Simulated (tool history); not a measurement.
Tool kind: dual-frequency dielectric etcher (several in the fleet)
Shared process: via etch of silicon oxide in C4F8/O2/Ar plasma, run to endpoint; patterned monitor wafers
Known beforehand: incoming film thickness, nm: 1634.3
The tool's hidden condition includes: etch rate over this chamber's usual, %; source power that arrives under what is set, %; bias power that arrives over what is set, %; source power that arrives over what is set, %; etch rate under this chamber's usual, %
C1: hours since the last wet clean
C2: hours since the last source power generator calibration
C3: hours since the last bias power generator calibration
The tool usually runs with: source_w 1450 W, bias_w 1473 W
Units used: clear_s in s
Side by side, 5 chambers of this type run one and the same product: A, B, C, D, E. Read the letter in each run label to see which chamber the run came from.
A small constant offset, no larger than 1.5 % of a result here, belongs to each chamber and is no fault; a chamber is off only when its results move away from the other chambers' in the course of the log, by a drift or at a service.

run 1D hour=10.2 | source_w=1450 bias_w=1473 | C1=109.6 C2=2275.2 C3=1465.5 | clear_s=405.16
run 2A hour=16.6 | source_w=1450 bias_w=1473 | C1=29.5 C2=841.6 C3=943.7 | clear_s=398.55
-- hour=22.5 chamber D: source power generator calibrated
run 3C hour=30.4 | source_w=1450 bias_w=1473 | C1=402.8 C2=1368.1 C3=1712.8 | clear_s=403.77
run 4E hour=44.3 | source_w=1450 bias_w=1473 | C1=253.9 C2=813.3 C3=2117.5 | clear_s=394.71
run 5B hour=57.6 | source_w=1450 bias_w=1473 | C1=504.6 C2=2721.7 C3=1945.7 | clear_s=396.15
-- hour=60.6 chamber B: wet clean of the chamber
-- hour=66.4 chamber C: wet clean of the chamber
run 6E hour=71.4 | source_w=1450 bias_w=1473 | C1=281 C2=840.4 C3=2144.6 | clear_s=397.59
run 7B hour=78.7 | source_w=1450 bias_w=1473 | C1=18.2 C2=2742.8 C3=1966.8 | clear_s=396.01
run 8C hour=86.1 | source_w=1450 bias_w=1473 | C1=19.7 C2=1423.8 C3=1768.5 | clear_s=399.35
run 9D hour=98.7 | source_w=1450 bias_w=1473 | C1=198.1 C2=76.3 C3=1554 | clear_s=404
run 10A hour=112.2 | source_w=1150 bias_w=1605 | C1=125.1 C2=937.2 C3=1039.3 | clear_s=424.5
run 11C hour=124.5 | source_w=1150 bias_w=1605 | C1=58.1 C2=1462.2 C3=1806.9 | clear_s=434.81
run 12D hour=132.5 | source_w=1150 bias_w=1605 | C1=231.9 C2=110.1 C3=1587.8 | clear_s=430.47
run 13B hour=141.4 | source_w=1150 bias_w=1605 | C1=80.9 C2=2805.5 C3=2029.5 | clear_s=422.79
run 14E hour=152.7 | source_w=1150 bias_w=1605 | C1=362.3 C2=921.7 C3=2225.9 | clear_s=430.14
run 15A hour=164.6 | source_w=1450 bias_w=1473 | C1=177.5 C2=989.6 C3=1091.7 | clear_s=398.81
run 16A hour=173.7 | source_w=1450 bias_w=1473 | C1=186.6 C2=998.7 C3=1100.8 | clear_s=396.24
run 17B hour=181.1 | source_w=1450 bias_w=1473 | C1=120.6 C2=2845.2 C3=2069.2 | clear_s=398.75
run 18E hour=192.8 | source_w=1450 bias_w=1473 | C1=402.4 C2=961.8 C3=2266 | clear_s=403.58
run 19D hour=203.9 | source_w=1450 bias_w=1473 | C1=303.3 C2=181.5 C3=1659.2 | clear_s=402.37
run 20C hour=211.8 | source_w=1450 bias_w=1473 | C1=145.4 C2=1549.5 C3=1894.2 | clear_s=400.57
run 21A hour=220.9 | source_w=1450 bias_w=1473 | C1=233.8 C2=1045.9 C3=1148 | clear_s=395
run 22C hour=229.7 | source_w=1450 bias_w=1473 | C1=163.3 C2=1567.4 C3=1912.1 | clear_s=402.45
run 23B hour=240.4 | source_w=1450 bias_w=1473 | C1=179.9 C2=2904.5 C3=2128.5 | clear_s=396.63
run 24D hour=247.1 | source_w=1680 bias_w=1473 | C1=346.5 C2=224.7 C3=1702.4 | clear_s=378.82
run 25E hour=259.4 | source_w=1680 bias_w=1473 | C1=469 C2=1028.4 C3=2332.6 | clear_s=384.38
run 26B hour=272.7 | source_w=1680 bias_w=1473 | C1=212.2 C2=2936.8 C3=2160.8 | clear_s=374.47
run 27E hour=279.5 | source_w=1680 bias_w=1473 | C1=489.1 C2=1048.5 C3=2352.7 | clear_s=386
run 28A hour=291.3 | source_w=1680 bias_w=1473 | C1=304.2 C2=1116.3 C3=1218.4 | clear_s=373.46
-- hour=298.1 chamber D: wet clean of the chamber
run 29D hour=299.6 | source_w=1450 bias_w=1473 | C1=1.5 C2=277.2 C3=1754.9 | clear_s=402.13
run 30C hour=306.8 | source_w=1210 bias_w=1142 | C1=240.4 C2=1644.5 C3=1989.2 | clear_s=462.07
run 31B hour=318.9 | source_w=1210 bias_w=1142 | C1=258.4 C2=2983 C3=2207 | clear_s=453.67
run 32C hour=332 | source_w=1210 bias_w=1142 | C1=265.6 C2=1669.7 C3=2014.4 | clear_s=460.83
run 33E hour=339.6 | source_w=1210 bias_w=1142 | C1=549.2 C2=1108.6 C3=2412.8 | clear_s=476.6
run 34A hour=349 | source_w=1210 bias_w=1142 | C1=361.9 C2=1174 C3=1276.1 | clear_s=456.67
run 35D hour=358.8 | source_w=1450 bias_w=1473 | C1=60.7 C2=336.4 C3=1814.1 | clear_s=402.55

One chamber off, gauge drift, or nothing amiss beyond the chambers' own small offsets? If it is a chamber, which one, and what is the likeliest cause?

One chamber, E, drifts off from the rest bit by bit.
Likeliest cause: etch rate under this chamber's usual, % = 5.38.

Chamber E could run next with any of the 4 candidate recipes listed below; each alters the usual settings, and their results appear as question marks. Which one brings its results back in line with what the other chambers deliver on the usual settings?
In line means no further than this from the other chambers' mean on the usual settings: clear_s 5.8 s
run 36E-1 hour=369.3 | source_w=1450 bias_w=1707 | clear_s=?
run 36E-2 hour=369.3 | source_w=1750 bias_w=1473 | clear_s=?
run 36E-3 hour=369.3 | source_w=1450 bias_w=1239 | clear_s=?
run 36E-4 hour=369.3 | source_w=1270 bias_w=1341 | clear_s=?

Other chambers, usual settings, mean: clear_s 398.77 s
run=36E-1 clear_s=399.58
run=36E-2 clear_s=386.39
run=36E-3 clear_s=436.76
run=36E-4 clear_s=450.84
36E-1 brings the chamber back in line.
